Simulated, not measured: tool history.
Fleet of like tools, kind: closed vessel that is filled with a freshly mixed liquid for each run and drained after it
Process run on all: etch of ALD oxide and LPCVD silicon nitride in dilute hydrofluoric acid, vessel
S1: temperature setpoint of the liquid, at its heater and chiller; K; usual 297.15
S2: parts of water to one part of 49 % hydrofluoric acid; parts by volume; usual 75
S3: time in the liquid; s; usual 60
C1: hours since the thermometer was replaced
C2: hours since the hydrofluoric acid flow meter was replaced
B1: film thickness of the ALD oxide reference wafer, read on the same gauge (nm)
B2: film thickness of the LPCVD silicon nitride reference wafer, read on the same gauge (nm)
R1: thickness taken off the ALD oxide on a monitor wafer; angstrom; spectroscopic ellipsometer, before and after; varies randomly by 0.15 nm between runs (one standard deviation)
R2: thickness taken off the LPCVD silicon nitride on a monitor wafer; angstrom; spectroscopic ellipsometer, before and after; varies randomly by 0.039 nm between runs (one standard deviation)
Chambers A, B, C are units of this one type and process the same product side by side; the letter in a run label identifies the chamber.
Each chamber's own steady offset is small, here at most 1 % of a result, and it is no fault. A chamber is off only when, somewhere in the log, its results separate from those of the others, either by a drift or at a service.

run	day	S1	S2	S3	C1	C2	B1	B2	R1	R2
1A	0.283	297.15	75	60	861.9	1102.5	59.987	39.997	162.16	4.4311
2B	0.621	297.15	75	60	1296.5	1806.6	60.022	39.996	163.95	4.2215
3C	0.925	297.15	75	60	1145.5	274.0	59.998	40.003	159.35	3.7086
4C	1.246	297.15	75	60	1153.2	281.7	60.018	40.020	163.05	4.5988
5B	1.483	297.15	75	60	1317.2	1827.3	60.001	39.991	160.36	3.8366
6A	1.717	301.65	90	60	896.3	1136.9	60.002	39.996	158.42	4.7002
7A	1.979	301.65	90	60	902.6	1143.2	59.977	39.976	158.67	4.3080
8B	2.171	301.65	90	60	1333.7	1843.8	59.959	39.969	158.65	5.5978
9C	2.462	297.15	60	70	1182.4	310.9	59.995	39.997	240.56	6.8299
10A	2.646	297.15	60	70	918.6	1159.2	60.000	40.008	244.03	5.9851
11B	2.892	297.15	60	70	1351.0	1861.1	60.024	39.981	245.08	6.3924
12C	3.217	297.15	75	60	1200.5	329.0	60.032	39.992	161.43	4.2031
13A	3.379	297.15	75	60	936.2	1176.8	60.018	40.003	164.55	4.5469
14C	3.633	297.15	75	60	1210.5	339.0	60.010	40.029	161.76	3.8870
15B	3.962	297.15	75	60	1376.7	1886.8	59.993	40.021	162.20	4.6214
16B	4.200	297.15	75	60	1382.4	1892.5	60.016	39.988	162.54	5.0425
17C	4.504	297.15	75	60	1231.4	359.9	60.012	40.001	162.44	4.0378
18A	4.746	297.15	75	60	969.0	1209.6	60.015	40.001	163.79	3.6276
19C	4.904	297.15	75	60	1241.0	369.5	59.960	39.994	161.55	4.4058
20B	5.138	301.65	75	35	1404.9	1915.0	60.005	39.969	115.62	2.8520
21A	5.358	301.65	75	35	983.7	1224.3	60.033	40.003	113.46	3.5215
22B	5.704	301.65	75	35	1418.5	1928.6	59.993	39.992	115.67	3.7005
23C	5.958	297.15	75	60	1266.3	394.8	59.990	39.989	165.18	4.0517
24A	6.221	297.15	75	60	1004.4	1245.0	60.030	39.983	162.82	4.9428
25A	6.542	297.15	75	60	1012.1	1252.7	60.004	39.993	163.97	4.5601
26C	6.738	299.65	75	60	1285.0	413.5	59.974	40.013	181.28	5.4367
27B	6.904	299.65	75	60	1447.3	1957.4	60.000	40.029	185.24	4.7309
28C	7.125	299.65	75	60	1294.3	422.8	60.000	40.017	178.54	4.5108
29B	7.462	300.65	45	60	1460.7	1970.8	59.983	39.996	337.40	10.1280
30A	7.658	300.65	45	60	1038.9	1279.5	59.984	40.000	325.63	8.5511
31C	7.829	300.65	45	60	1311.2	439.7	59.982	39.967	323.92	8.5158
32B	8.033	297.15	75	60	1474.4	1984.5	60.001	40.007	166.78	4.5517
33A	8.375	297.15	75	60	1056.1	1296.7	60.010	39.990	164.30	4.3612
34B	8.562	297.15	75	60	1487.1	1997.2	59.971	40.000	168.74	4.8283
35C	8.896	297.15	75	60	1336.8	465.3	59.997	39.982	161.05	3.9887
36A	9.242	297.15	75	60	1076.9	1317.5	59.998	39.981	161.57	4.2183
37B	9.442	297.15	75	80	1508.2	2018.3	60.006	40.006	227.36	6.8431
38C	9.683	297.15	75	80	1355.7	484.2	59.994	40.001	216.63	6.2316
39A	9.954	297.15	75	80	1094.0	1334.6	59.983	40.009	218.53	5.2278
40A	10.238	297.15	75	70	1100.8	1341.4	59.983	40.011	192.51	5.5123
41B	10.438	297.15	75	70	1532.1	2042.2	59.965	40.001	198.92	6.5070

Is one chamber off against the others, does the gauge drift, or is nothing wrong? If a chamber is off, say which, and what the likeliest cause is.

Chamber B drifts away from the others.
Cause: liquid hotter than its thermometer reads (K) = 1.34.

Below are 4 candidate recipes for chamber B's next run, each the usual settings with a change, their results shown as question marks. Which of them brings B's results back in line with what the other chambers give on the usual settings?
A result is in line if it is within this distance of the other chambers' mean on the usual settings: R1 5.20 angstrom; R2 1.4000 angstrom
42B-1	10.692	296.15	75	60					?	?
42B-2	10.692	299.65	80	65					?	?
42B-3	10.692	294.65	70	55					?	?
42B-4	10.692	298.15	75	60					?	?

On the usual settings, the other chambers give on average: R1 163.31 angstrom; R2 4.2641 angstrom
run	R1	R2
42B-1	165.76	4.3955
42B-2	192.23	5.6305
42B-3	154.16	3.8965
42B-4	179.74	5.0252
42B-1 puts the chamber back in line with the other chambers.

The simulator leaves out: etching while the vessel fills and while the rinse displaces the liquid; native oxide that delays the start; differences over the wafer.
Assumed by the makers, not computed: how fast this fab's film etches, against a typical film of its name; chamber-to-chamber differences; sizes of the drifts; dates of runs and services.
